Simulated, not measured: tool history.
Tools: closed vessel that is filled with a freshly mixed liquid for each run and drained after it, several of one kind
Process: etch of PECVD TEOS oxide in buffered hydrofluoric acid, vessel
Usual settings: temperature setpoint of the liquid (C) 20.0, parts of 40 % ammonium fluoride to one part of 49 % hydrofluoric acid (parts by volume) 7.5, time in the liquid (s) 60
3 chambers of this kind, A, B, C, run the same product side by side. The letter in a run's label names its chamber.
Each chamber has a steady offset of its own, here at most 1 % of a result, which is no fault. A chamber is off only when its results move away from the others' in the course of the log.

run,hour,temperature setpoint of the liquid (C),parts of 40 % ammonium fluoride to one part of 49 % hydrofluoric acid (parts by volume),time in the liquid (s),hours since the thermometer was replaced,hours since the hydrofluoric acid flow meter was replaced,"read-back film thickness of the PECVD TEOS oxide reference wafer, read on the same gauge (nm)",thickness taken off the PECVD TEOS oxide on a monitor wafer (nm)
1B,8.8,20.0,7.5,60,582.9,776.7,139.99,137.01
2A,20.6,20.0,7.5,60,303.1,966.2,139.98,136.33
3C,27.1,20.0,7.5,60,948.5,495.8,139.98,136.25
4A,33.5,20.0,7.5,60,316.0,979.1,140.02,136.39
5C,46.3,20.0,7.5,60,967.7,515.0,140.00,136.68
6B,52.7,20.0,7.5,60,626.8,820.6,140.00,137.17
7C,60.8,20.0,7.5,60,982.2,529.5,139.99,135.34
8B,71.0,20.0,7.5,60,645.1,838.9,140.02,137.25
9A,79.2,20.0,7.5,60,361.7,1024.8,139.99,137.29
10C,93.2,20.0,7.5,60,1014.6,561.9,140.00,136.28
11B,105.4,20.0,7.5,60,679.5,873.3,139.99,138.21
12A,114.1,20.0,7.5,60,396.6,1059.7,140.01,136.12
13B,121.5,20.0,7.5,60,695.6,889.4,140.00,136.69
14C,127.9,20.0,7.5,60,1049.3,596.6,140.02,136.83
15A,137.2,20.0,5.5,80,419.7,1082.8,139.99,241.04
16C,147.3,20.0,5.5,80,1068.7,616.0,139.98,241.44
# hour 149.5: chamber C: hydrofluoric acid flow meter replaced
17B,159.0,20.0,5.5,80,733.1,926.9,140.00,244.58
18A,169.9,22.5,7.5,60,452.4,1115.5,140.02,157.27
19A,182.8,22.5,7.5,60,465.3,1128.4,140.01,158.87
20B,190.1,22.5,7.5,60,764.2,958.0,140.01,161.17
21C,200.4,20.0,7.5,60,1121.8,51.0,139.97,136.81
22C,210.6,20.0,7.5,60,1132.0,61.2,140.02,136.81
23A,222.0,20.0,7.5,60,504.5,1167.6,139.98,136.64
# hour 228.9: chamber C: thermometer replaced
24B,229.2,20.0,7.5,60,803.3,997.1,140.00,143.93
25B,241.0,20.0,7.5,60,815.1,1008.9,139.98,142.46
26C,250.2,20.0,7.5,60,21.3,100.8,140.01,137.87
27A,259.5,20.0,7.5,60,542.0,1205.1,139.99,136.84
28C,268.0,20.0,7.5,60,39.1,118.6,139.98,137.27
29A,275.9,20.0,5.0,95,558.4,1221.5,140.00,313.85
30B,286.8,20.0,5.0,95,860.9,1054.7,140.00,330.59
31C,297.0,20.0,5.0,95,68.1,147.6,140.02,311.33
32B,310.5,20.0,7.5,60,884.6,1078.4,139.99,142.89
33A,318.9,20.0,7.5,60,601.4,1264.5,140.02,137.06
34C,328.1,20.0,7.5,60,99.2,178.7,139.99,136.19
35B,341.4,20.0,7.5,60,915.5,1109.3,140.03,147.90
36A,351.3,20.0,7.5,60,633.8,1296.9,140.01,135.97
37A,362.0,20.0,7.5,60,644.5,1307.6,140.00,138.23
38B,373.1,20.0,7.5,60,947.2,1141.0,140.02,148.61
39C,380.6,20.0,7.5,60,151.7,231.2,140.00,137.70
40A,393.8,20.0,7.5,60,676.3,1339.4,140.03,137.35

All 3 chambers run these settings next. Forecast each chamber's results:
41A,403.9,20.0,7.5,60,,,,?
41B,403.9,20.0,7.5,60,,,,?
41C,403.9,20.0,7.5,60,,,,?

run,thickness taken off the PECVD TEOS oxide on a monitor wafer (nm)
41A,135.20
41B,148.78
41C,137.21
